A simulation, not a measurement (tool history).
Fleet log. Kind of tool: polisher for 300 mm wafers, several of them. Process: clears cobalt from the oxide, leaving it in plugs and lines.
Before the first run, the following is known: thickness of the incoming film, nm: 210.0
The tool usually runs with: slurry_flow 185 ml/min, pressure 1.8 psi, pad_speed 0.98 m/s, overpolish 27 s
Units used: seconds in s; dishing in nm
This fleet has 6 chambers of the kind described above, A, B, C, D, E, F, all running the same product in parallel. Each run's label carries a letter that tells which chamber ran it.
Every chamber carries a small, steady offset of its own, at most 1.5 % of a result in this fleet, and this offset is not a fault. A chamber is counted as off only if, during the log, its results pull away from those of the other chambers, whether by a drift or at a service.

run	hour	slurry_flow	pressure	pad_speed	overpolish	seconds	dishing
1B	3.0	185	1.8	0.98	27	41.348	52.683
2F	5.9	185	1.8	0.98	27	40.993	52.347
3C	9.6	185	1.8	0.98	27	41.622	51.332
# hour 10.9: chamber E: slurry nozzle cleaned
4E	12.7	185	1.8	0.98	27	41.328	53.158
5A	16.3	185	1.8	0.98	27	40.201	53.850
6D	19.6	185	1.8	0.98	27	41.939	52.970
7C	24.1	210	1.8	0.98	27	40.504	52.952
8D	26.5	210	1.8	0.98	27	40.792	53.374
9A	30.0	210	1.8	0.98	27	40.366	52.771
# hour 30.3: chamber B: worn pad replaced by a new one
10B	34.6	210	1.8	0.98	27	40.647	53.801
11F	37.0	210	1.8	0.98	27	40.506	53.816
12E	39.6	210	1.8	0.98	27	41.083	52.769
# hour 39.7: chamber A: worn pad replaced by a new one
13B	41.9	185	1.8	0.98	27	42.016	53.004
14F	44.9	185	1.8	0.98	27	40.938	54.298
15C	47.4	185	1.8	0.98	27	41.856	52.875
16E	50.4	185	1.8	0.98	27	42.603	52.174
17A	53.1	185	1.8	1.14	27	35.271	55.056
18D	57.0	185	1.8	1.14	27	35.552	54.703
19F	61.6	185	1.8	1.14	27	34.543	55.671
# hour 62.3: chamber F: worn pad replaced by a new one
20C	65.7	185	1.8	1.14	27	35.106	55.083
21D	69.7	185	1.8	1.14	27	35.566	55.728
22B	73.3	185	1.8	1.14	27	35.144	55.360
23E	75.6	185	1.8	0.98	27	42.389	52.642
24A	77.6	185	1.8	0.98	27	40.092	52.938
25B	80.5	185	1.8	0.98	27	41.586	54.087
# hour 82.1: chamber C: head pressure recalibrated
26D	82.9	185	1.8	0.98	27	40.900	52.772
# hour 86.5: chamber C: worn pad replaced by a new one
27E	87.3	185	1.8	0.98	27	43.254	53.394
28F	89.5	185	1.8	0.98	27	40.743	53.786
29A	93.4	185	1.8	0.98	27	40.150	52.943
30C	96.4	185	1.8	0.98	27	40.965	52.275
31F	99.9	185	1.8	0.98	27	40.001	51.591
32D	103.9	235	1.8	0.76	27	52.301	48.767
33E	107.0	235	1.8	0.76	27	54.952	49.903
34A	111.6	235	1.8	0.76	27	50.493	50.604
35B	115.5	235	1.8	0.76	27	52.365	50.686
36C	118.7	235	1.8	0.76	27	52.193	49.887
37A	122.6	235	1.8	0.76	27	50.567	49.218
38C	126.6	185	1.8	0.98	27	41.284	53.527

Each of the 6 chambers runs these same settings next. Fill in every chamber's results:
39A	129.9	140	1.8	0.98	27	?	?
39B	129.9	140	1.8	0.98	27	?	?
39C	129.9	140	1.8	0.98	27	?	?
39D	129.9	140	1.8	0.98	27	?	?
39E	129.9	140	1.8	0.98	27	?	?
39F	129.9	140	1.8	0.98	27	?	?

run	seconds	dishing
39A	43.023	51.498
39B	42.877	52.006
39C	43.058	51.393
39D	44.097	52.680
39E	46.521	51.706
39F	42.593	52.175

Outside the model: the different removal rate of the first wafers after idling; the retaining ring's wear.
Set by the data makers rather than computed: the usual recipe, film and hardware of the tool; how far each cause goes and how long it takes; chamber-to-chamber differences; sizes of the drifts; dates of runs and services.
